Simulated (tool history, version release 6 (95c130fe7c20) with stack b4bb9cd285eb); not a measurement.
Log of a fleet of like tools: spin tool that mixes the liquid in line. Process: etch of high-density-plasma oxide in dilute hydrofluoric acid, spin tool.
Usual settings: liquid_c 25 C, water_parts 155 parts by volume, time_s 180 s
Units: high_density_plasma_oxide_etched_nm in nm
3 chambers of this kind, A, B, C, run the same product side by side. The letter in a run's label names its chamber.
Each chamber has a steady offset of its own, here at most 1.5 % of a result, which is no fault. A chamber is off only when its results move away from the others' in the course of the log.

run    day  liquid_c  water_parts  time_s  hours since the thermometer was replaced  hours since the hydrofluoric acid flow meter was replaced  read-back film thickness of the high-density-plasma oxide reference wafer, read on the same gauge (nm)  high_density_plasma_oxide_etched_nm
 1B  0.225        25          155     180                                     227.9                                                     1142.4                                                                                                  39.992                                9.943
 2A  0.467        25          155     180                                     795.9                                                      226.3                                                                                                  39.963                               10.122
 3C  0.642        25          155     180                                     182.9                                                      182.1                                                                                                  40.024                               9.9874
 4B  0.988        25          155     180                                     246.2                                                     1160.7                                                                                                  40.009                               9.9284
 5A    1.3        25          155     180                                     815.9                                                      246.3                                                                                                   40.01                               10.085
 6C  1.471        25          155     180                                     202.8                                                        202                                                                                                  40.022                               10.016
 7B  1.783        25          180     135                                     265.3                                                     1179.8                                                                                                  39.977                               6.2259
 8C  2.171        25          180     135                                     219.6                                                      218.8                                                                                                  39.999                               6.2698
 9A  2.462        25          180     135                                     843.8                                                      274.2                                                                                                  40.024                               6.3533
10C  2.658        25          155     180                                     231.3                                                      230.5                                                                                                      40                               9.9841
11B   2.85        25          200     180                                     290.9                                                     1205.4                                                                                                  40.008                               7.2167
12A  3.212        25          200     180                                     861.8                                                      292.2                                                                                                  40.035                               7.5291
13C  3.408        25          200     180                                     249.3                                                      248.5                                                                                                  40.029                               7.4074
14A  3.708        25          155     180                                     873.7                                                      304.1                                                                                                  39.983                               10.122
15B  4.067        25          210     115                                     320.1                                                     1234.6                                                                                                  39.968                               4.2791
16A  4.383        25          210     115                                     889.9                                                      320.3                                                                                                  40.022                               4.5188
17C  4.554        25          210     115                                     276.8                                                        276                                                                                                   39.98                                4.442
18B  4.721        25          155     180                                     335.8                                                     1250.3                                                                                                  40.048                                9.554
19C  5.004        25          155     180                                     287.6                                                      286.8                                                                                                  39.987                               10.003
20A  5.367        25          155     180                                     913.5                                                      343.9                                                                                                  40.009                               10.013

All 3 chambers run these settings next. Forecast each chamber's results:
21A  5.642      27.5          155     180                                                                                                                                                                                                                                                 ?
21B  5.642      27.5          155     180                                                                                                                                                                                                                                                 ?
21C  5.642      27.5          155     180                                                                                                                                                                                                                                                 ?

run  high_density_plasma_oxide_etched_nm
21A                               11.066
21B                               10.508
21C                               11.104
